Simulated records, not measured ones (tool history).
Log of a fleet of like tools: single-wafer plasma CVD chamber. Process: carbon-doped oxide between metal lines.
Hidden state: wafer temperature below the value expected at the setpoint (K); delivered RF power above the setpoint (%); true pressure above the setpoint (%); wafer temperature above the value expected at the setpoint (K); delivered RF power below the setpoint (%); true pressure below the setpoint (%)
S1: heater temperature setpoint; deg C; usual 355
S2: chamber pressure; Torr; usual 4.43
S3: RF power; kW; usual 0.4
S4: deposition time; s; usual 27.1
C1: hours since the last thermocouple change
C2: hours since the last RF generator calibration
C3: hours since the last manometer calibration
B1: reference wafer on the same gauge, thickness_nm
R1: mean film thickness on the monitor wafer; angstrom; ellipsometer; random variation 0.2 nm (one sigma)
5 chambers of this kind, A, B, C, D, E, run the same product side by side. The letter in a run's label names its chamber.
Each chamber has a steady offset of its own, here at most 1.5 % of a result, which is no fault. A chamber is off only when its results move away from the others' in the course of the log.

run   hour   S1    S2   S3    S4      C1      C2      C3      B1      R1
 1C    4.1  355  4.43  0.4  27.1    1117  1310.1     872  100.01  1159.2
 2E     10  355  4.43  0.4  27.1   183.1  1253.1  1135.3  99.921  1153.5
 3A   14.2  355  4.43  0.4  27.1    74.2  2182.7  1104.3  99.902  1153.6
 4B   17.5  355  4.43  0.4  27.1  2142.7  1874.6   553.5  99.942  1134.9
 5D   20.6  355  4.43  0.4  27.1  1141.6   803.1   227.8  99.865  1141.3
      20.9  -- chamber C: RF generator calibrated
 6B   26.2  355  4.43  0.4  27.1  2151.4  1883.3   562.2   99.85  1138.9
 7E   31.8  355  4.43  0.4  27.1   204.9  1274.9  1157.1  99.844  1156.9
 8C   36.4  355  4.43  0.4  27.1  1149.3    15.5   904.3   99.83  1155.1
 9A   39.3  355  4.43  0.4  27.1    99.3  2207.8  1129.4  99.811  1147.2
10D   44.1  355  4.43  0.4  27.1  1165.1   826.6   251.3  99.797  1138.9
11E   50.2  355  4.43  0.4  27.1   223.3  1293.3  1175.5  99.749    1155
12A     56  355  4.43  0.4  27.1     116  2224.5  1146.1   99.75  1148.4
      58.3  -- chamber A: capacitance manometer re-zeroed and calibrated
13C   61.7  355  4.43  0.4  27.1  1174.6    40.8   929.6  99.732  1154.4
14D   65.2  355  4.43  0.4  27.1  1186.2   847.7   272.4  99.692  1139.9
15B   68.3  355  4.43  0.4  27.1  2193.5  1925.4   604.3  99.665  1127.7
16C   71.5  355  4.43  0.4  27.1  1184.4    50.6   939.4  99.679  1151.9
17D   75.5  355  4.43  0.4  27.1  1196.5     858   282.7  99.652  1137.1
18A   80.2  355  4.43  0.4  27.1   140.2  2248.7      22  99.618  1147.2
19B   83.8  355  4.43  0.4  31.8    2209  1940.9   619.8  99.627  1320.2
20E   87.8  355  4.43  0.4  31.8   260.9  1330.9  1213.1  99.566  1350.2
21C   92.6  355  4.43  0.4  31.8  1205.5    71.7   960.5   99.53  1347.7
22B   97.6  355  4.43  0.4  31.8  2222.8  1954.7   633.6  99.552  1320.2
23D  101.6  355  4.43  0.4  31.8  1222.6   884.1   308.8  99.552  1327.6
24A  105.1  349  4.43  0.4  27.1   165.1  2273.6    46.9  99.565  1161.2
25E  108.1  349  4.43  0.4  27.1   281.2  1351.2  1233.4  99.556  1170.9
26E  112.4  349  4.43  0.4  27.1   285.5  1355.5  1237.7  99.484  1172.1
27A  118.2  349  4.43  0.4  27.1   178.2  2286.7      60  99.465  1162.9
28D  121.7  349  4.43  0.4  27.1  1242.7   904.2   328.9  99.433  1155.5
29C  124.6  355  4.43  0.4  27.1  1237.5   103.7   992.5   99.45  1153.2
30B    130  355  4.43  0.4  27.1  2255.2  1987.1     666  99.429  1132.9
31A  135.7  355  4.43  0.4  27.1   195.7  2304.2    77.5  99.381  1140.9
32D  139.1  355  4.43  0.4  27.1  1260.1   921.6   346.3  99.329    1132
33B    143  355  4.43  0.4  27.1  2268.2  2000.1     679  99.296  1128.1
34C  148.4  355  4.43  0.4  27.1  1261.3   127.5  1016.3  99.302    1149

What goes on in this fleet: one chamber off, a drifting gauge, or nothing beyond the chambers' own small offsets? Name the chamber and the cause, if any.

The gauge drifts, so all chambers seem to drift together. No chamber is off.
Cause: gauge reads low (%) = 0.706.
